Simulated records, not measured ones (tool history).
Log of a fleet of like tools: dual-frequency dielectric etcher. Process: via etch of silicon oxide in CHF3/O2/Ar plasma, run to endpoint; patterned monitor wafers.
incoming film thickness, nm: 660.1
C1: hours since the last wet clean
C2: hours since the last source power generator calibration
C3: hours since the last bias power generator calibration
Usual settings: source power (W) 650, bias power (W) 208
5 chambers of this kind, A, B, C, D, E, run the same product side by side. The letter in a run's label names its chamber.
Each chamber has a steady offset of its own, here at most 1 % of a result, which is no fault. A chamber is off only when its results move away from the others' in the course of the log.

-- hour=5.3 chamber A: wet clean of the chamber
run 1C hour=5.5 | source_power_(W)=650 bias_power_(W)=208 | C1=307.3 C2=333.1 C3=135.1 | endpoint_time_(s)=303.84
run 2D hour=8.4 | source_power_(W)=650 bias_power_(W)=208 | C1=170.1 C2=408.1 C3=2290.8 | endpoint_time_(s)=308.62
run 3B hour=12.5 | source_power_(W)=650 bias_power_(W)=208 | C1=96.2 C2=1184.5 C3=1017.2 | endpoint_time_(s)=313.91
run 4A hour=15.9 | source_power_(W)=650 bias_power_(W)=208 | C1=10.7 C2=1463.9 C3=3124.5 | endpoint_time_(s)=305.06
run 5E hour=21.1 | source_power_(W)=650 bias_power_(W)=208 | C1=234.2 C2=1496.8 C3=2231.8 | endpoint_time_(s)=310.13
run 6C hour=24.8 | source_power_(W)=650 bias_power_(W)=208 | C1=326.6 C2=352.4 C3=154.4 | endpoint_time_(s)=305.84
run 7E hour=27.8 | source_power_(W)=650 bias_power_(W)=208 | C1=240.9 C2=1503.5 C3=2238.5 | endpoint_time_(s)=311.43
run 8A hour=32.2 | source_power_(W)=650 bias_power_(W)=208 | C1=27 C2=1480.2 C3=3140.8 | endpoint_time_(s)=307.98
run 9B hour=35.8 | source_power_(W)=650 bias_power_(W)=208 | C1=119.5 C2=1207.8 C3=1040.5 | endpoint_time_(s)=311.68
run 10D hour=40.8 | source_power_(W)=650 bias_power_(W)=208 | C1=202.5 C2=440.5 C3=2323.2 | endpoint_time_(s)=306.26
run 11B hour=46.3 | source_power_(W)=650 bias_power_(W)=208 | C1=130 C2=1218.3 C3=1051 | endpoint_time_(s)=305.74
run 12A hour=49.5 | source_power_(W)=650 bias_power_(W)=208 | C1=44.3 C2=1497.5 C3=3158.1 | endpoint_time_(s)=308.28
run 13C hour=53.1 | source_power_(W)=650 bias_power_(W)=208 | C1=354.9 C2=380.7 C3=182.7 | endpoint_time_(s)=306.15
run 14E hour=58.3 | source_power_(W)=650 bias_power_(W)=208 | C1=271.4 C2=1534 C3=2269 | endpoint_time_(s)=307.47
run 15D hour=62.2 | source_power_(W)=650 bias_power_(W)=208 | C1=223.9 C2=461.9 C3=2344.6 | endpoint_time_(s)=305.9
run 16E hour=66.7 | source_power_(W)=650 bias_power_(W)=208 | C1=279.8 C2=1542.4 C3=2277.4 | endpoint_time_(s)=311.52
run 17B hour=69.6 | source_power_(W)=760 bias_power_(W)=208 | C1=153.3 C2=1241.6 C3=1074.3 | endpoint_time_(s)=291.18
run 18A hour=74.9 | source_power_(W)=760 bias_power_(W)=208 | C1=69.7 C2=1522.9 C3=3183.5 | endpoint_time_(s)=296.05
run 19C hour=78.7 | source_power_(W)=760 bias_power_(W)=208 | C1=380.5 C2=406.3 C3=208.3 | endpoint_time_(s)=286.51
run 20D hour=83.4 | source_power_(W)=760 bias_power_(W)=208 | C1=245.1 C2=483.1 C3=2365.8 | endpoint_time_(s)=291.69
run 21B hour=88.5 | source_power_(W)=760 bias_power_(W)=208 | C1=172.2 C2=1260.5 C3=1093.2 | endpoint_time_(s)=291.01
run 22A hour=94 | source_power_(W)=650 bias_power_(W)=208 | C1=88.8 C2=1542 C3=3202.6 | endpoint_time_(s)=307.47
run 23D hour=97.1 | source_power_(W)=650 bias_power_(W)=208 | C1=258.8 C2=496.8 C3=2379.5 | endpoint_time_(s)=308.21
run 24C hour=100.6 | source_power_(W)=650 bias_power_(W)=208 | C1=402.4 C2=428.2 C3=230.2 | endpoint_time_(s)=303.29
run 25E hour=105.3 | source_power_(W)=650 bias_power_(W)=208 | C1=318.4 C2=1581 C3=2316 | endpoint_time_(s)=306.94
run 26A hour=110.1 | source_power_(W)=650 bias_power_(W)=208 | C1=104.9 C2=1558.1 C3=3218.7 | endpoint_time_(s)=313.85
run 27E hour=115.4 | source_power_(W)=650 bias_power_(W)=208 | C1=328.5 C2=1591.1 C3=2326.1 | endpoint_time_(s)=307.9
run 28B hour=118.5 | source_power_(W)=650 bias_power_(W)=208 | C1=202.2 C2=1290.5 C3=1123.2 | endpoint_time_(s)=306.8
run 29D hour=124 | source_power_(W)=650 bias_power_(W)=208 | C1=285.7 C2=523.7 C3=2406.4 | endpoint_time_(s)=309.35
run 30C hour=127.7 | source_power_(W)=650 bias_power_(W)=208 | C1=429.5 C2=455.3 C3=257.3 | endpoint_time_(s)=306.09
run 31B hour=133 | source_power_(W)=650 bias_power_(W)=208 | C1=216.7 C2=1305 C3=1137.7 | endpoint_time_(s)=311.13
run 32E hour=135.8 | source_power_(W)=650 bias_power_(W)=208 | C1=348.9 C2=1611.5 C3=2346.5 | endpoint_time_(s)=307.89
run 33C hour=139 | source_power_(W)=650 bias_power_(W)=235 | C1=440.8 C2=466.6 C3=268.6 | endpoint_time_(s)=291.62
run 34D hour=142.1 | source_power_(W)=650 bias_power_(W)=235 | C1=303.8 C2=541.8 C3=2424.5 | endpoint_time_(s)=290.12
-- hour=142.4 chamber A: bias power generator calibrated
run 35A hour=146.3 | source_power_(W)=650 bias_power_(W)=235 | C1=141.1 C2=1594.3 C3=3.9 | endpoint_time_(s)=293.83
run 36C hour=151 | source_power_(W)=650 bias_power_(W)=235 | C1=452.8 C2=478.6 C3=280.6 | endpoint_time_(s)=293.92
run 37E hour=156.4 | source_power_(W)=650 bias_power_(W)=235 | C1=369.5 C2=1632.1 C3=2367.1 | endpoint_time_(s)=300.24
run 38D hour=161.4 | source_power_(W)=650 bias_power_(W)=208 | C1=323.1 C2=561.1 C3=2443.8 | endpoint_time_(s)=307.17
run 39A hour=164 | source_power_(W)=650 bias_power_(W)=240 | C1=158.8 C2=1612 C3=21.6 | endpoint_time_(s)=291.13
run 40B hour=167.1 | source_power_(W)=650 bias_power_(W)=240 | C1=250.8 C2=1339.1 C3=1171.8 | endpoint_time_(s)=298.81
run 41A hour=170.6 | source_power_(W)=650 bias_power_(W)=240 | C1=165.4 C2=1618.6 C3=28.2 | endpoint_time_(s)=292.56
run 42C hour=174.4 | source_power_(W)=650 bias_power_(W)=240 | C1=476.2 C2=502 C3=304 | endpoint_time_(s)=286.45
run 43B hour=176.9 | source_power_(W)=650 bias_power_(W)=240 | C1=260.6 C2=1348.9 C3=1181.6 | endpoint_time_(s)=294.88
run 44D hour=181.9 | source_power_(W)=650 bias_power_(W)=208 | C1=343.6 C2=581.6 C3=2464.3 | endpoint_time_(s)=311.87

Next, every chamber runs the same settings. What will each give?
run 45A hour=185.9 | source_power_(W)=650 bias_power_(W)=190 | endpoint_time_(s)=?
run 45B hour=185.9 | source_power_(W)=650 bias_power_(W)=190 | endpoint_time_(s)=?
run 45C hour=185.9 | source_power_(W)=650 bias_power_(W)=190 | endpoint_time_(s)=?
run 45D hour=185.9 | source_power_(W)=650 bias_power_(W)=190 | endpoint_time_(s)=?
run 45E hour=185.9 | source_power_(W)=650 bias_power_(W)=190 | endpoint_time_(s)=?

run=45A endpoint_time_(s)=319.9
run=45B endpoint_time_(s)=318.44
run=45C endpoint_time_(s)=316.4
run=45D endpoint_time_(s)=316.94
run=45E endpoint_time_(s)=311.21
